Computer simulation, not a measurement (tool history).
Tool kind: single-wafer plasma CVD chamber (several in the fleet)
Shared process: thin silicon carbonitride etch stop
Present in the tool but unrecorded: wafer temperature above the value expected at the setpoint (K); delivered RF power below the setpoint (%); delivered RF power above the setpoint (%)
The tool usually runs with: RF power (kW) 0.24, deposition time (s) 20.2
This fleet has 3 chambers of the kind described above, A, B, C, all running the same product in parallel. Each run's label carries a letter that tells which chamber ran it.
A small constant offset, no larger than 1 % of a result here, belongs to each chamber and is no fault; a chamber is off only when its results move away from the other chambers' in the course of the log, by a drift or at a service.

run     day  RF power (kW)  deposition time (s)  hours since the last thermocouple change  hours since the last RF generator calibration  read-back reference wafer on the same gauge, thickness_nm  mean film thickness on the monitor wafer (nm)
 1B   0.175           0.24                 20.2                                    2129.1                                          976.5                                                     13.903                                         12.067
 2A    0.35           0.24                 20.2                                     203.8                                           63.2                                                     13.894                                         12.218
 3C    0.65           0.24                 20.2                                    2056.5                                          660.1                                                     13.895                                         12.153
 4A   0.854           0.24                 20.2                                     215.9                                           75.3                                                     13.907                                         12.186
 5B   1.129           0.24                 20.2                                      2152                                          999.4                                                     13.908                                          12.04
 6C   1.354           0.24                 20.2                                    2073.4                                            677                                                     13.902                                         12.164
 7C   1.646           0.24                 20.2                                    2080.4                                            684                                                     13.904                                         12.126
 8A   1.992           0.24                 20.2                                     243.2                                          102.6                                                       13.9                                         12.208
 9B   2.171           0.24                 20.2                                      2177                                         1024.4                                                     13.906                                         12.045
10B   2.567           0.24                 20.2                                    2186.5                                         1033.9                                                     13.901                                         12.064
11A   2.888           0.24                 20.2                                     264.7                                          124.1                                                     13.892                                         12.187
12C   3.121           0.24                 20.2                                    2115.8                                          719.4                                                     13.896                                         12.121
13A   3.304          0.265                 16.9                                     274.7                                          134.1                                                     13.899                                          10.51
14C   3.575          0.265                 16.9                                    2126.7                                          730.3                                                       13.9                                         10.505
15B    3.95          0.265                 16.9                                    2219.7                                         1067.1                                                     13.902                                         10.411
16B   4.238           0.24                 20.2                                    2226.6                                           1074                                                     13.907                                         12.042
17A   4.442           0.24                 20.2                                       302                                          161.4                                                     13.895                                         12.192
18C   4.617           0.24                 20.2                                    2151.7                                          755.3                                                     13.897                                         12.145
19C   4.971          0.215                 17.1                                    2160.2                                          763.8                                                     13.902                                         9.9344
20A   5.242          0.215                 17.1                                     321.2                                          180.6                                                     13.892                                         10.011
21B   5.579          0.215                 17.1                                    2258.8                                         1106.2                                                     13.899                                         9.8833
22A   5.971           0.24                 20.2                                     338.7                                          198.1                                                     13.902                                          12.17
23B   6.233           0.24                 20.2                                    2274.5                                         1121.9                                                     13.899                                         12.009
24C   6.617           0.24                 20.2                                    2199.7                                          803.3                                                     13.905                                          12.17
25B   7.012           0.24                 20.2                                    2293.2                                         1140.6                                                     13.895                                         12.124
26C   7.317           0.24                 20.2                                    2216.5                                          820.1                                                       13.9                                         12.156
27A   7.533           0.24                 20.2                                     376.2                                          235.6                                                     13.898                                         12.151
28B   7.767           0.24                 20.2                                    2311.3                                         1158.7                                                     13.904                                         12.061
29C   8.038           0.24                 20.2                                    2233.8                                          837.4                                                     13.909                                         12.148
30A   8.246           0.24                 20.2                                     393.3                                          252.7                                                     13.902                                         12.196
31C   8.483            0.2                 16.7                                    2244.5                                          848.1                                                     13.904                                         9.4904
32A   8.821            0.2                 16.7                                     407.1                                          266.5                                                     13.892                                         9.5714
33B   9.054            0.2                 16.7                                    2342.2                                         1189.6                                                       13.9                                         9.4635
34B   9.254           0.24                 20.2                                      2347                                         1194.4                                                       13.9                                         12.026
35A   9.612           0.24                 20.2                                     426.1                                          285.5                                                     13.896                                         12.198
36C   9.954           0.24                 20.2                                    2279.8                                          883.4                                                     13.895                                         12.157
37B  10.158           0.24                 20.2                                    2368.7                                         1216.1                                                     13.905                                         12.086
38C   10.55           0.24                 20.2                                    2294.1                                          897.7                                                     13.899                                         12.213
39A  10.904           0.24                 20.2                                     457.1                                          316.5                                                     13.892                                         12.209
40B  11.238           0.24                 20.2                                    2394.6                                           1242                                                     13.896                                         12.025
41C  11.417           0.24                 20.2                                    2314.9                                          918.5                                                      13.91                                         12.162
42A  11.692           0.24                 20.2                                       476                                          335.4                                                     13.896                                         12.212
43B  12.012           0.24                 20.2                                    2413.2                                         1260.6                                                     13.899                                         12.093

Each of the 3 chambers runs these same settings next. Fill in every chamber's results:
44A  12.3           0.24                 20.2                                                                                                                                                                                                  ?
44B  12.3           0.24                 20.2                                                                                                                                                                                                  ?
44C  12.3           0.24                 20.2                                                                                                                                                                                                  ?

run  mean film thickness on the monitor wafer (nm)
44A                                         12.218
44B                                         12.121
44C                                         12.121

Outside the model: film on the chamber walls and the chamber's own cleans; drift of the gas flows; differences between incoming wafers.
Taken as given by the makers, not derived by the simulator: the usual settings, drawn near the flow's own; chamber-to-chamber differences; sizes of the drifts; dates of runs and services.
